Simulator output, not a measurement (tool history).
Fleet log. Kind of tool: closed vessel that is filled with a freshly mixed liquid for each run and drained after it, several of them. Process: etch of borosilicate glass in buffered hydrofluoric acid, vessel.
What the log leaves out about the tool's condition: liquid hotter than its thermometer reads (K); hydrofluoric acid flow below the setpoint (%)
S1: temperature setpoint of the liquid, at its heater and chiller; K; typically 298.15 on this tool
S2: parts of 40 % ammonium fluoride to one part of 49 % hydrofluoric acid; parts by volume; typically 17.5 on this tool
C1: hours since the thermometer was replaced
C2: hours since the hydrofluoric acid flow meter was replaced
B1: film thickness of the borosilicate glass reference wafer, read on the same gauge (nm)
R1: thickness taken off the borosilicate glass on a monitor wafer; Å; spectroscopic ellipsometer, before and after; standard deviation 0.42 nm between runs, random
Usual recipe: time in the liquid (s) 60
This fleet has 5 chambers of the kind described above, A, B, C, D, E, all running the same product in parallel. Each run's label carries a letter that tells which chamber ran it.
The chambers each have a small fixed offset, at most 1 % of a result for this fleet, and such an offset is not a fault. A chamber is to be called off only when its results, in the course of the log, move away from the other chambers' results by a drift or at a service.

run 1C day=0.542 | S1=298.15 S2=17.5 time_in_the_liquid_(s)=60 | C1=384.1 C2=1079.3 | B1=110.01 | R1=451.28
run 2A day=0.867 | S1=298.15 S2=17.5 time_in_the_liquid_(s)=60 | C1=517.8 C2=1886.5 | B1=110.00 | R1=459.50
run 3E day=1.304 | S1=298.15 S2=17.5 time_in_the_liquid_(s)=60 | C1=1797.4 C2=1010.7 | B1=109.99 | R1=465.28
run 4D day=1.771 | S1=298.15 S2=17.5 time_in_the_liquid_(s)=60 | C1=975.6 C2=2510.7 | B1=109.98 | R1=453.85
run 5B day=2.029 | S1=298.15 S2=17.5 time_in_the_liquid_(s)=60 | C1=598.0 C2=1907.3 | B1=109.99 | R1=450.93
run 6B day=2.467 | S1=298.15 S2=17.5 time_in_the_liquid_(s)=60 | C1=608.5 C2=1917.8 | B1=109.99 | R1=460.09
-- day=2.671 chamber B: hydrofluoric acid flow meter replaced
run 7D day=2.879 | S1=298.15 S2=14.0 time_in_the_liquid_(s)=30 | C1=1002.2 C2=2537.3 | B1=110.00 | R1=279.25
run 8C day=3.192 | S1=298.15 S2=14.0 time_in_the_liquid_(s)=30 | C1=447.7 C2=1142.9 | B1=109.98 | R1=285.11
run 9A day=3.767 | S1=298.15 S2=14.0 time_in_the_liquid_(s)=30 | C1=587.4 C2=1956.1 | B1=110.01 | R1=283.83
run 10E day=4.221 | S1=298.15 S2=14.0 time_in_the_liquid_(s)=30 | C1=1867.4 C2=1080.7 | B1=109.97 | R1=292.36
run 11A day=4.529 | S1=298.15 S2=14.0 time_in_the_liquid_(s)=30 | C1=605.7 C2=1974.4 | B1=110.03 | R1=282.66
run 12B day=5.033 | S1=298.15 S2=17.5 time_in_the_liquid_(s)=60 | C1=670.1 C2=56.7 | B1=109.99 | R1=459.15
run 13D day=5.533 | S1=298.15 S2=17.5 time_in_the_liquid_(s)=60 | C1=1065.9 C2=2601.0 | B1=110.01 | R1=448.67
-- day=5.796 chamber B: thermometer replaced
run 14E day=6.054 | S1=298.15 S2=17.5 time_in_the_liquid_(s)=60 | C1=1911.4 C2=1124.7 | B1=109.99 | R1=481.87
run 15C day=6.504 | S1=298.15 S2=17.5 time_in_the_liquid_(s)=60 | C1=527.2 C2=1222.4 | B1=110.01 | R1=449.31
run 16B day=6.762 | S1=298.15 S2=17.5 time_in_the_liquid_(s)=60 | C1=23.2 C2=98.2 | B1=109.98 | R1=459.75
run 17C day=7.133 | S1=298.15 S2=17.5 time_in_the_liquid_(s)=60 | C1=542.3 C2=1237.5 | B1=110.03 | R1=445.08
run 18D day=7.721 | S1=298.15 S2=17.5 time_in_the_liquid_(s)=60 | C1=1118.4 C2=2653.5 | B1=110.01 | R1=448.28
run 19E day=8.212 | S1=298.15 S2=17.5 time_in_the_liquid_(s)=60 | C1=1963.2 C2=1176.5 | B1=110.00 | R1=488.16
run 20A day=8.604 | S1=298.15 S2=17.5 time_in_the_liquid_(s)=60 | C1=703.5 C2=2072.2 | B1=109.99 | R1=449.14
run 21D day=8.917 | S1=298.15 S2=23.5 time_in_the_liquid_(s)=45 | C1=1147.1 C2=2682.2 | B1=109.99 | R1=266.78
-- day=9.183 chamber D: hydrofluoric acid flow meter replaced
run 22C day=9.383 | S1=298.15 S2=23.5 time_in_the_liquid_(s)=45 | C1=596.3 C2=1291.5 | B1=109.98 | R1=267.64
run 23A day=9.875 | S1=298.15 S2=23.5 time_in_the_liquid_(s)=45 | C1=734.0 C2=2102.7 | B1=110.00 | R1=264.45
run 24E day=10.279 | S1=298.15 S2=23.5 time_in_the_liquid_(s)=45 | C1=2012.8 C2=1226.1 | B1=109.99 | R1=297.71
run 25B day=10.675 | S1=298.15 S2=23.5 time_in_the_liquid_(s)=45 | C1=117.1 C2=192.1 | B1=109.98 | R1=270.22
run 26C day=10.954 | S1=298.15 S2=17.5 time_in_the_liquid_(s)=60 | C1=634.0 C2=1329.2 | B1=109.98 | R1=450.09
run 27A day=11.233 | S1=298.15 S2=17.5 time_in_the_liquid_(s)=60 | C1=766.6 C2=2135.3 | B1=110.00 | R1=456.11
run 28E day=11.529 | S1=298.15 S2=17.5 time_in_the_liquid_(s)=60 | C1=2042.8 C2=1256.1 | B1=109.99 | R1=497.92
run 29D day=12.046 | S1=298.15 S2=17.5 time_in_the_liquid_(s)=60 | C1=1222.2 C2=68.8 | B1=110.00 | R1=458.76
run 30B day=12.458 | S1=298.15 S2=17.5 time_in_the_liquid_(s)=85 | C1=159.9 C2=234.9 | B1=110.01 | R1=645.63
run 31D day=12.838 | S1=298.15 S2=17.5 time_in_the_liquid_(s)=85 | C1=1241.2 C2=87.8 | B1=110.00 | R1=640.69
run 32B day=13.279 | S1=298.15 S2=17.5 time_in_the_liquid_(s)=85 | C1=179.6 C2=254.6 | B1=110.01 | R1=656.43

Which is it: a chamber that has drifted or been left off by a service, a gauge drift common to all chambers, or only each chamber's usual small offset? If a chamber is off, name it and its likeliest cause.

Little by little, chamber E moves away from the other chambers.
Cause: liquid hotter than its thermometer reads (K) = 2.43.
The log may not tell that from: hydrofluoric acid flow above the setpoint (%).

Below are 4 candidate recipes for chamber E's next run, each the usual settings with a change, their results shown as question marks. Which of them brings E's results back in line with what the other chambers give on the usual settings?
Maximum distance from the other chambers' mean on the usual settings for a result to count as in line: R1 15.00 Å
run 33E-1 day=13.708 | S1=298.15 S2=18.5 time_in_the_liquid_(s)=60 | R1=?
run 33E-2 day=13.708 | S1=300.65 S2=17.5 time_in_the_liquid_(s)=60 | R1=?
run 33E-3 day=13.708 | S1=297.65 S2=18.0 time_in_the_liquid_(s)=55 | R1=?
run 33E-4 day=13.708 | S1=298.15 S2=17.5 time_in_the_liquid_(s)=65 | R1=?

Mean of the other chambers on the usual settings: R1 454.91 Å
run=33E-1 R1=493.62
run=33E-2 R1=595.16
run=33E-3 R1=452.64
run=33E-4 R1=564.52
The answer is 33E-3, which returns the chamber to within the allowed miss of the others.
